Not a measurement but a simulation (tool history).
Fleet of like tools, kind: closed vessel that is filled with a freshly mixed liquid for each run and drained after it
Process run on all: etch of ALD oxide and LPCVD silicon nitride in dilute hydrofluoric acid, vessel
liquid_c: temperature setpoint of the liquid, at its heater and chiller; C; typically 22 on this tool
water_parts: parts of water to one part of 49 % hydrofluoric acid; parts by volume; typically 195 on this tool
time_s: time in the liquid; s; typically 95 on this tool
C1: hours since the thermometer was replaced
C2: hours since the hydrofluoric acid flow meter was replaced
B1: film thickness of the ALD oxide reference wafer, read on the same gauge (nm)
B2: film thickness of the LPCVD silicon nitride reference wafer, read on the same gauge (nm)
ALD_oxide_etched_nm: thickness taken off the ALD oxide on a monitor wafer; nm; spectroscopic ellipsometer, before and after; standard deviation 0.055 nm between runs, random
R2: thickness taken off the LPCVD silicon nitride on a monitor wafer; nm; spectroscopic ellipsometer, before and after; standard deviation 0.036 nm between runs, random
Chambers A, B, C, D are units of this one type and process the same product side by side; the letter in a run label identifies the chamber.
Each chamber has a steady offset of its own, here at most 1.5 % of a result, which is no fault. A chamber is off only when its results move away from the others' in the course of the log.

run 1C hour=6.0 | liquid_c=22 water_parts=195 time_s=95 | C1=1158.2 C2=1292.9 | B1=69.993 B2=59.970 | ALD_oxide_etched_nm=7.6852 R2=0.22096
run 2B hour=12.3 | liquid_c=22 water_parts=195 time_s=95 | C1=520.5 C2=907.0 | B1=69.985 B2=59.978 | ALD_oxide_etched_nm=7.8123 R2=0.17626
run 3A hour=16.2 | liquid_c=22 water_parts=195 time_s=95 | C1=346.2 C2=93.8 | B1=69.982 B2=60.014 | ALD_oxide_etched_nm=7.7494 R2=0.19772
run 4D hour=19.9 | liquid_c=22 water_parts=195 time_s=95 | C1=1603.8 C2=1423.6 | B1=69.988 B2=60.034 | ALD_oxide_etched_nm=7.8334 R2=0.21853
run 5D hour=25.2 | liquid_c=22 water_parts=195 time_s=95 | C1=1609.1 C2=1428.9 | B1=70.014 B2=59.990 | ALD_oxide_etched_nm=7.8204 R2=0.13960
run 6C hour=29.9 | liquid_c=22 water_parts=195 time_s=95 | C1=1182.1 C2=1316.8 | B1=70.022 B2=60.012 | ALD_oxide_etched_nm=7.7689 R2=0.21412
run 7A hour=35.6 | liquid_c=22 water_parts=195 time_s=95 | C1=365.6 C2=113.2 | B1=70.016 B2=60.003 | ALD_oxide_etched_nm=7.7048 R2=0.22456
run 8B hour=39.6 | liquid_c=22 water_parts=195 time_s=95 | C1=547.8 C2=934.3 | B1=69.969 B2=59.993 | ALD_oxide_etched_nm=7.8138 R2=0.18250
run 9B hour=42.7 | liquid_c=22 water_parts=195 time_s=95 | C1=550.9 C2=937.4 | B1=69.994 B2=59.989 | ALD_oxide_etched_nm=7.7658 R2=0.24953
run 10D hour=47.4 | liquid_c=22 water_parts=195 time_s=95 | C1=1631.3 C2=1451.1 | B1=70.001 B2=60.003 | ALD_oxide_etched_nm=7.8030 R2=0.22160
run 11A hour=54.4 | liquid_c=22 water_parts=105 time_s=95 | C1=384.4 C2=132.0 | B1=70.025 B2=60.016 | ALD_oxide_etched_nm=16.0620 R2=0.44258
run 12C hour=60.5 | liquid_c=22 water_parts=105 time_s=95 | C1=1212.7 C2=1347.4 | B1=70.026 B2=59.995 | ALD_oxide_etched_nm=15.9510 R2=0.38971
run 13B hour=65.9 | liquid_c=22 water_parts=105 time_s=95 | C1=574.1 C2=960.6 | B1=69.999 B2=59.999 | ALD_oxide_etched_nm=15.9310 R2=0.52445
run 14A hour=72.6 | liquid_c=22 water_parts=105 time_s=95 | C1=402.6 C2=150.2 | B1=70.004 B2=60.003 | ALD_oxide_etched_nm=15.8120 R2=0.40539
run 15C hour=78.3 | liquid_c=22 water_parts=195 time_s=95 | C1=1230.5 C2=1365.2 | B1=70.018 B2=59.983 | ALD_oxide_etched_nm=7.7419 R2=0.19838
run 16D hour=82.9 | liquid_c=22 water_parts=285 time_s=95 | C1=1666.8 C2=1486.6 | B1=70.005 B2=59.974 | ALD_oxide_etched_nm=4.8462 R2=0.17622
run 17A hour=86.2 | liquid_c=22 water_parts=285 time_s=95 | C1=416.2 C2=163.8 | B1=69.984 B2=59.999 | ALD_oxide_etched_nm=4.7052 R2=0.12523
run 18B hour=91.2 | liquid_c=22 water_parts=285 time_s=95 | C1=599.4 C2=985.9 | B1=70.016 B2=60.001 | ALD_oxide_etched_nm=4.9129 R2=0.16462
run 19C hour=98.2 | liquid_c=22 water_parts=285 time_s=95 | C1=1250.4 C2=1385.1 | B1=70.023 B2=59.995 | ALD_oxide_etched_nm=4.8744 R2=0.16508
run 20D hour=103.4 | liquid_c=22 water_parts=195 time_s=95 | C1=1687.3 C2=1507.1 | B1=69.997 B2=60.011 | ALD_oxide_etched_nm=7.7374 R2=0.23746
run 21A hour=109.5 | liquid_c=22 water_parts=195 time_s=95 | C1=439.5 C2=187.1 | B1=70.022 B2=60.003 | ALD_oxide_etched_nm=7.4743 R2=0.25085
run 22D hour=115.7 | liquid_c=22 water_parts=195 time_s=95 | C1=1699.6 C2=1519.4 | B1=69.995 B2=60.005 | ALD_oxide_etched_nm=7.8823 R2=0.22668
run 23C hour=121.8 | liquid_c=22 water_parts=195 time_s=95 | C1=1274.0 C2=1408.7 | B1=70.008 B2=60.019 | ALD_oxide_etched_nm=7.6849 R2=0.23427
run 24B hour=125.6 | liquid_c=22 water_parts=195 time_s=95 | C1=633.8 C2=1020.3 | B1=70.008 B2=59.998 | ALD_oxide_etched_nm=7.8921 R2=0.24515
run 25D hour=128.8 | liquid_c=22 water_parts=195 time_s=95 | C1=1712.7 C2=1532.5 | B1=70.027 B2=60.025 | ALD_oxide_etched_nm=7.6681 R2=0.18636
run 26C hour=133.5 | liquid_c=22 water_parts=195 time_s=95 | C1=1285.7 C2=1420.4 | B1=69.977 B2=59.986 | ALD_oxide_etched_nm=7.7036 R2=0.21199
run 27B hour=140.0 | liquid_c=22 water_parts=195 time_s=95 | C1=648.2 C2=1034.7 | B1=70.031 B2=60.009 | ALD_oxide_etched_nm=7.7729 R2=0.26272
run 28A hour=146.5 | liquid_c=22 water_parts=195 time_s=95 | C1=476.5 C2=224.1 | B1=70.021 B2=59.997 | ALD_oxide_etched_nm=7.3099 R2=0.19060
run 29C hour=152.2 | liquid_c=22 water_parts=195 time_s=95 | C1=1304.4 C2=1439.1 | B1=69.997 B2=59.995 | ALD_oxide_etched_nm=7.8282 R2=0.16425
run 30D hour=158.8 | liquid_c=22 water_parts=195 time_s=95 | C1=1742.7 C2=1562.5 | B1=69.999 B2=59.980 | ALD_oxide_etched_nm=7.8022 R2=0.24312
run 31A hour=163.3 | liquid_c=22 water_parts=195 time_s=95 | C1=493.3 C2=240.9 | B1=70.003 B2=60.025 | ALD_oxide_etched_nm=7.3536 R2=0.24719
run 32B hour=169.5 | liquid_c=26 water_parts=145 time_s=95 | C1=677.7 C2=1064.2 | B1=70.011 B2=60.008 | ALD_oxide_etched_nm=12.9170 R2=0.41062
run 33B hour=174.9 | liquid_c=26 water_parts=145 time_s=95 | C1=683.1 C2=1069.6 | B1=70.009 B2=59.985 | ALD_oxide_etched_nm=13.0010 R2=0.45967
-- hour=175.5 chamber D: thermometer replaced
run 34D hour=181.6 | liquid_c=26 water_parts=145 time_s=95 | C1=6.1 C2=1585.3 | B1=70.004 B2=59.989 | ALD_oxide_etched_nm=12.8910 R2=0.27772
run 35C hour=186.0 | liquid_c=26 water_parts=145 time_s=95 | C1=1338.2 C2=1472.9 | B1=70.015 B2=60.022 | ALD_oxide_etched_nm=12.8240 R2=0.39701
run 36A hour=189.4 | liquid_c=22 water_parts=195 time_s=95 | C1=519.4 C2=267.0 | B1=70.011 B2=60.003 | ALD_oxide_etched_nm=7.2266 R2=0.18767

For the next run the whole fleet of 4 chambers uses the same settings. Give each chamber's results:
run 37A hour=194.5 | liquid_c=22 water_parts=195 time_s=95 | ALD_oxide_etched_nm=? R2=?
run 37B hour=194.5 | liquid_c=22 water_parts=195 time_s=95 | ALD_oxide_etched_nm=? R2=?
run 37C hour=194.5 | liquid_c=22 water_parts=195 time_s=95 | ALD_oxide_etched_nm=? R2=?
run 37D hour=194.5 | liquid_c=22 water_parts=195 time_s=95 | ALD_oxide_etched_nm=? R2=?

run=37A ALD_oxide_etched_nm=7.1888 R2=0.24121
run=37B ALD_oxide_etched_nm=7.8261 R2=0.25049
run=37C ALD_oxide_etched_nm=7.7424 R2=0.23880
run=37D ALD_oxide_etched_nm=7.7134 R2=0.17206
